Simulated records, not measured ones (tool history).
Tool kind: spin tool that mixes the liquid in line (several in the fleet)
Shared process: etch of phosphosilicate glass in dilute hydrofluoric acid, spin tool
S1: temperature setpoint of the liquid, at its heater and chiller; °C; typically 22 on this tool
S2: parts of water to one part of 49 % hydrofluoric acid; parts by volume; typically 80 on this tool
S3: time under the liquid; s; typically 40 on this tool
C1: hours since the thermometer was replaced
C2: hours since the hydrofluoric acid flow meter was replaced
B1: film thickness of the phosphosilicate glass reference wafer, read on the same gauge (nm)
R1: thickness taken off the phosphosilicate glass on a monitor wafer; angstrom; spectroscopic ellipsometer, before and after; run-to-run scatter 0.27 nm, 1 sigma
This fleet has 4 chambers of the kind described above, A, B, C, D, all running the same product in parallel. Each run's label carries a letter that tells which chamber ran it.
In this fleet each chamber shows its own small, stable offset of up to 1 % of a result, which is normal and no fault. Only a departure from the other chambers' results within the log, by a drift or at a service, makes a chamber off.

run 1D day=0.542 | S1=22 S2=80 S3=40 | C1=643.6 C2=99.3 | B1=39.989 | R1=341.11
run 2A day=1.096 | S1=22 S2=80 S3=40 | C1=830.3 C2=1046.0 | B1=39.992 | R1=338.35
run 3C day=1.708 | S1=22 S2=80 S3=40 | C1=71.6 C2=1361.2 | B1=40.023 | R1=346.50
-- day=1.854 chamber A: hydrofluoric acid flow meter replaced
run 4B day=2.133 | S1=22 S2=80 S3=40 | C1=795.0 C2=1069.9 | B1=40.003 | R1=345.51
run 5A day=2.575 | S1=22 S2=80 S3=40 | C1=865.8 C2=17.4 | B1=40.029 | R1=338.44
run 6B day=2.954 | S1=22 S2=80 S3=40 | C1=814.7 C2=1089.6 | B1=39.978 | R1=337.90
run 7D day=3.292 | S1=22 S2=80 S3=40 | C1=709.6 C2=165.3 | B1=39.990 | R1=346.47
run 8C day=3.600 | S1=22 S2=80 S3=55 | C1=117.0 C2=1406.6 | B1=39.972 | R1=470.97
run 9B day=3.967 | S1=22 S2=80 S3=55 | C1=839.0 C2=1113.9 | B1=39.993 | R1=464.37
run 10D day=4.546 | S1=22 S2=80 S3=55 | C1=739.7 C2=195.4 | B1=39.959 | R1=475.49
run 11A day=4.825 | S1=22 S2=80 S3=55 | C1=919.8 C2=71.4 | B1=40.029 | R1=459.50
run 12C day=5.279 | S1=22 S2=80 S3=40 | C1=157.3 C2=1446.9 | B1=40.005 | R1=340.93
run 13D day=5.621 | S1=22 S2=80 S3=40 | C1=765.5 C2=221.2 | B1=39.964 | R1=335.62
run 14B day=6.004 | S1=22 S2=80 S3=40 | C1=887.9 C2=1162.8 | B1=40.002 | R1=337.17
run 15A day=6.558 | S1=22 S2=80 S3=40 | C1=961.4 C2=113.0 | B1=39.991 | R1=337.46
run 16C day=7.092 | S1=22 S2=80 S3=40 | C1=200.8 C2=1490.4 | B1=40.015 | R1=340.68
run 17D day=7.417 | S1=22 S2=80 S3=40 | C1=808.6 C2=264.3 | B1=39.996 | R1=343.59
run 18A day=7.792 | S1=22 S2=80 S3=40 | C1=991.0 C2=142.6 | B1=40.021 | R1=326.41
run 19C day=8.183 | S1=22 S2=80 S3=40 | C1=227.0 C2=1516.6 | B1=39.985 | R1=341.41
run 20B day=8.788 | S1=22 S2=80 S3=40 | C1=954.7 C2=1229.6 | B1=39.999 | R1=341.40
run 21C day=9.388 | S1=22 S2=80 S3=40 | C1=255.9 C2=1545.5 | B1=40.013 | R1=341.38
run 22D day=9.900 | S1=22 S2=80 S3=40 | C1=868.2 C2=323.9 | B1=39.988 | R1=339.52
run 23A day=10.425 | S1=22 S2=80 S3=40 | C1=1054.2 C2=205.8 | B1=39.994 | R1=335.33
run 24B day=10.967 | S1=22 S2=80 S3=40 | C1=1007.0 C2=1281.9 | B1=40.011 | R1=342.92
run 25B day=11.538 | S1=22 S2=80 S3=40 | C1=1020.7 C2=1295.6 | B1=39.984 | R1=342.67
run 26D day=12.054 | S1=22 S2=80 S3=40 | C1=919.9 C2=375.6 | B1=40.017 | R1=339.69
run 27C day=12.525 | S1=22 S2=80 S3=40 | C1=331.2 C2=1620.8 | B1=39.985 | R1=342.68
run 28A day=13.054 | S1=22 S2=80 S3=65 | C1=1117.3 C2=268.9 | B1=39.981 | R1=526.22
run 29C day=13.567 | S1=22 S2=80 S3=65 | C1=356.2 C2=1645.8 | B1=39.993 | R1=551.07
run 30B day=14.104 | S1=22 S2=80 S3=65 | C1=1082.3 C2=1357.2 | B1=39.952 | R1=544.59
run 31D day=14.725 | S1=22 S2=80 S3=65 | C1=984.0 C2=439.7 | B1=39.996 | R1=556.56
run 32A day=15.238 | S1=22 S2=80 S3=40 | C1=1169.7 C2=321.3 | B1=39.981 | R1=316.83
run 33A day=15.688 | S1=22 S2=80 S3=40 | C1=1180.5 C2=332.1 | B1=39.993 | R1=318.81

One chamber off, gauge drift, or nothing amiss beyond the chambers' own small offsets? If it is a chamber, which one, and what is the likeliest cause?

Chamber A drifts away from the others.
Cause: liquid colder than its thermometer reads (K) = 1.29.
The log might look much the same if the cause were instead: hydrofluoric acid flow below the setpoint (%).

Chamber A could run next with any of the 4 candidate recipes listed below; each alters the usual settings, and their results appear as question marks. Which one brings its results back in line with what the other chambers deliver on the usual settings?
Counts as in line when no further than this from what the other chambers average on the usual settings: R1 9.50 angstrom
run 34A-1 day=16.133 | S1=22.0 S2=80 S3=45 | R1=?
run 34A-2 day=16.133 | S1=19.5 S2=80 S3=40 | R1=?
run 34A-3 day=16.133 | S1=22.0 S2=75 S3=40 | R1=?
run 34A-4 day=16.133 | S1=22.0 S2=85 S3=40 | R1=?

Other chambers, usual settings, mean: R1 340.40 angstrom
run=34A-1 R1=360.07
run=34A-2 R1=288.18
run=34A-3 R1=343.04
run=34A-4 R1=299.73
Change 34A-3 lands the chamber within the allowed miss of the other chambers.
